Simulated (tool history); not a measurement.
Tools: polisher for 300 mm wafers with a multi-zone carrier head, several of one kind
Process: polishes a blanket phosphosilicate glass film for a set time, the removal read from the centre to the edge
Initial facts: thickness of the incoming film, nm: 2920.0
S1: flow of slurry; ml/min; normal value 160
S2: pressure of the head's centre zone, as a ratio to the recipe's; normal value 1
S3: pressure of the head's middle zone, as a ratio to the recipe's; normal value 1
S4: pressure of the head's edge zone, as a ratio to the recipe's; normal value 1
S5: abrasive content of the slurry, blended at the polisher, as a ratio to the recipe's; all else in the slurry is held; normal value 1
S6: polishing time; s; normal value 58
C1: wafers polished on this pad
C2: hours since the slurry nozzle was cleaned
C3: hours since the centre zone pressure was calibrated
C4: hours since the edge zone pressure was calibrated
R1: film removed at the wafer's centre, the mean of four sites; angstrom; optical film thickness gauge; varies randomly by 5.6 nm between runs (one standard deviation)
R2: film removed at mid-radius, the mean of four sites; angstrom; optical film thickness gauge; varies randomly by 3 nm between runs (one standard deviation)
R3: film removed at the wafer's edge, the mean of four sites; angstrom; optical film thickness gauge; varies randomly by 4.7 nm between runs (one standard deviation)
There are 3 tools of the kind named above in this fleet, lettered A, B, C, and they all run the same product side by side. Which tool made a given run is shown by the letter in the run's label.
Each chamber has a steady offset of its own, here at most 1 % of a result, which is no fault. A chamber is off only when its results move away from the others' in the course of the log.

run   hour   S1    S2  S3    S4  S5  S6    C1     C2     C3      C4      R1      R2      R3
 1A    5.9  160     1   1     1   1  58   193  179.3  324.8   203.4  3986.8  3970.4  4032.1
 2B   14.7  160     1   1     1   1  58   309   30.6    493   316.3  4059.3  4000.3  4045.2
 3C   24.2  160     1   1     1   1  58   491    165  639.3  1319.5    3957  3979.5  3913.5
        32  -- chamber C: worn pad replaced by a new one
 4B   33.7  160     1   1     1   1  58   466   49.6    512   335.3    4024  3926.5  4018.7
 5C   39.4  160     1   1     1   1  58    61  180.2  654.5  1334.7  4103.5  3943.9  4002.1
 6A   45.6  160     1   1     1   1  58   520    219  364.5   243.1  3981.5  4004.9  3938.4
 7C   52.1  160     1   1     1   1  58   166  192.9  667.2  1347.4  3935.2  3939.8  3944.1
 8B   59.3  160     1   1     1   1  58   677   75.2  537.6   360.9    3997  3989.3  4021.9
 9A   67.5  160     1   1     1   1  58   701  240.9  386.4     265    4028  4068.8  4003.5
      69.7  -- chamber B: worn pad replaced by a new one
10C   73.5  160     1   1     1   1  58   342  214.3  688.6  1368.8  4020.5  4026.8  3893.3
11B   80.2  160     1   1     1   1  58    86   96.1  558.5   381.8  3933.4  3972.2  3965.7
12A   86.6  160     1   1     1   1  58   858    260  405.5   284.1  3929.4    4023    4009
13A   93.4  160     1   1     1   1  58   915  266.8  412.3   290.9    3989  4033.7  3980.6
      93.9  -- chamber C: worn pad replaced by a new one
14B  102.3  205  0.96   1     1   1  58   269  118.2  580.6   403.9  3959.8    4095  4100.8
15C  109.2  205  0.96   1     1   1  58   126    250  724.3  1404.5  4010.6  4141.8  4106.3
16A  115.2  205  0.96   1     1   1  58  1094  288.6  434.1   312.7  4058.1  4152.1  4173.9
17C  122.6  160     1   1     1   1  58   236  263.4  737.7  1417.9  4028.7  3953.8  4019.8
     126.6  -- chamber A: slurry nozzle cleaned
18B  130.1  160     1   1  0.91   1  58   498    146  608.4   431.7  3959.9  4011.3  3811.5
       132  -- chamber A: worn pad replaced by a new one
     134.3  -- chamber C: centre zone pressure recalibrated
19C  136.2  160     1   1  0.91   1  58   349    277      2  1431.5  4004.6  3998.1  3720.2
20B  146.4  160     1   1  0.91   1  58   633  162.3  624.7     448  3965.7  4009.2  3839.5
     153.3  -- chamber B: worn pad replaced by a new one
21A  155.6  160     1   1     1   1  58   195   29.1  474.5   353.1    3935  4019.7  3967.9
     160.4  -- chamber C: worn pad replaced by a new one
22B  166.1  160     1   1     1   1  58   106    182  644.4   467.7  4032.1  3968.1    4070
23C  174.4  160     1   1     1   1  72   116  315.2   40.2  1469.7  4961.5  4979.2  4949.6
     180.7  -- chamber C: slurry nozzle cleaned
24A  181.1  160     1   1     1   1  72   405   54.6    500   378.6  4968.3  5001.3  5111.6
25C  190.3  160     1   1     1   1  72   247    9.7   56.1  1485.6  5063.3  4945.1  5064.1
26B  198.7  140     1   1     1   1  58   375  214.6    677   500.3  3907.6  3902.4  3973.8
27A  205.4  140     1   1     1   1  58   606   78.9  524.3   402.9  3793.7  3954.8    3903
28B    213  140     1   1     1   1  58   493  228.9  691.3   514.6  3866.7  3830.9  3974.6
       218  -- chamber C: worn pad replaced by a new one
29C  218.6  160     1   1     1   1  58     5     38   84.4  1513.9  3994.3  3964.4  3927.4
30A    224  160     1   1     1   1  58   759   97.5  542.9   421.5  3972.9  4016.1  3981.5
31A  232.7  160     1   1     1   1  58   831  106.2  551.6   430.2  3893.2  4027.5  3945.2
32C  238.8  160   1.1   1     1   1  58   172   58.2  104.6  1534.1    4497  3975.2  3968.6
     239.2  -- chamber B: worn pad replaced by a new one
33B    248  160   1.1   1     1   1  58    73  263.9  726.3   549.6  4572.8  3937.2  3978.2
34C  258.1  160   1.1   1     1   1  58   331   77.5  123.9  1553.4  4474.7  3966.3  3907.4
35B  267.3  160  1.06   1  1.07   1  58   232  283.2  745.6   568.9  4321.7  3952.2  4159.9

Does one chamber stand apart from the rest, does the shared gauge drift, or is all well apart from small per-chamber offsets? Give the chamber and the most likely cause, where there is one.

All chambers stay in line apart from their small fixed offsets, and the gauge does not drift.
